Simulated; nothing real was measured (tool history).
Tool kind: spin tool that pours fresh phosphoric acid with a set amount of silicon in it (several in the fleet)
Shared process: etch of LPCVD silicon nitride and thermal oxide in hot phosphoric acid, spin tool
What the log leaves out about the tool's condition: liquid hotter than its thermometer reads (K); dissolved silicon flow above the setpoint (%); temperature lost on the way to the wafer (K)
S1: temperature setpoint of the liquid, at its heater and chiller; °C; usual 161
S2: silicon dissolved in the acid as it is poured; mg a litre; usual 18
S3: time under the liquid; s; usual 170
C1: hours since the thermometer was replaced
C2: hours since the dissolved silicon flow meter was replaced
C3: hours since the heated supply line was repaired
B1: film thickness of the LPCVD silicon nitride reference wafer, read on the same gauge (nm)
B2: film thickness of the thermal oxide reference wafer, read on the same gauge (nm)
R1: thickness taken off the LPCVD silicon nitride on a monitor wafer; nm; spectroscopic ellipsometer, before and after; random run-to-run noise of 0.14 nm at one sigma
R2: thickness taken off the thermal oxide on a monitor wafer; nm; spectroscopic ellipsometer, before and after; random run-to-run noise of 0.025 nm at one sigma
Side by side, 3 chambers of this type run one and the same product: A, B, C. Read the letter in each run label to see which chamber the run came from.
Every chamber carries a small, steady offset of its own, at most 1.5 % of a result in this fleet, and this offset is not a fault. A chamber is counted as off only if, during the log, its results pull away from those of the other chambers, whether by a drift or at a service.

run	day	S1	S2	S3	C1	C2	C3	B1	B2	R1	R2
1A	0.588	161	18	170	1042.2	381.9	161.9	149.98	150.02	15.0930	0.35660
2B	1.092	161	18	170	538.0	928.5	1220.2	150.02	150.01	14.7390	0.35570
3C	1.662	161	18	170	1306.6	112.5	618.9	149.99	149.97	15.2180	0.27957
4A	2.271	161	18	170	1082.6	422.3	202.3	149.98	150.03	14.7120	0.34659
5B	2.908	161	18	170	581.6	972.1	1263.8	150.02	150.02	14.8350	0.29917
6C	3.329	161	18	170	1346.6	152.5	658.9	150.02	150.05	15.1160	0.35418
7C	3.921	161	18	170	1360.8	166.7	673.1	149.96	150.04	15.1700	0.38756
8B	4.212	161	18	170	612.9	1003.4	1295.1	149.98	150.01	14.4920	0.30836
9A	4.583	161	18	170	1138.1	477.8	257.8	149.99	149.99	15.0550	0.37271
10A	5.188	161	18	170	1152.6	492.3	272.3	150.00	150.04	14.9260	0.34886
# day 5.275: chamber A: dissolved silicon flow meter replaced
11B	5.746	161	18	170	649.7	1040.2	1331.9	150.00	150.00	14.3910	0.38147
# day 5.758: chamber B: dissolved silicon flow meter replaced
12C	6.200	161	18	170	1415.5	221.4	727.8	149.99	150.02	15.1100	0.30792
13C	6.821	161	18	170	1430.4	236.3	742.7	150.03	150.00	15.0770	0.38089
14B	7.225	161	18	255	685.2	35.3	1367.4	149.98	150.01	21.4000	0.50583
15A	7.562	161	18	255	1209.6	54.9	329.3	149.99	150.03	22.3300	0.50874
16C	8.125	161	18	255	1461.7	267.6	774.0	150.02	150.01	22.7970	0.61522
17A	8.462	161	18	170	1231.2	76.5	350.9	149.98	150.01	14.7920	0.38141
18B	9.071	159	18	105	729.5	79.6	1411.7	149.98	149.99	8.2185	0.17535
19A	9.708	159	18	105	1261.1	106.4	380.8	150.00	149.99	8.7270	0.19472
20C	10.046	159	18	105	1507.8	313.7	820.1	149.99	150.00	8.7252	0.18005
21B	10.550	161	18	170	765.0	115.1	1447.2	149.99	150.02	14.0170	0.33055
22C	10.896	161	18	170	1528.2	334.1	840.5	150.01	149.98	15.0820	0.37229
23B	11.425	161	18	170	786.0	136.1	1468.2	150.01	149.99	13.8680	0.28793
24A	11.954	161	31	170	1315.0	160.3	434.7	150.00	150.01	15.0390	0.23164
25C	12.408	161	31	170	1564.5	370.4	876.8	149.99	150.00	15.0730	0.22671
26A	12.846	161	31	170	1336.4	181.7	456.1	149.99	150.01	14.9490	0.21067
27B	13.417	161	18	170	833.8	183.9	1516.0	150.01	150.02	13.6610	0.30557
28A	13.754	161	18	170	1358.2	203.5	477.9	149.99	149.95	14.8960	0.35696
29B	14.321	161	18	170	855.5	205.6	1537.7	149.98	150.04	13.7760	0.33790

Each of the 3 chambers runs these same settings next. Fill in every chamber's results:
30A	14.804	161	18	170						?	?
30B	14.804	161	18	170						?	?
30C	14.804	161	18	170						?	?

run	R1	R2
30A	14.9380	0.37185
30B	13.7520	0.32214
30C	15.0820	0.37357
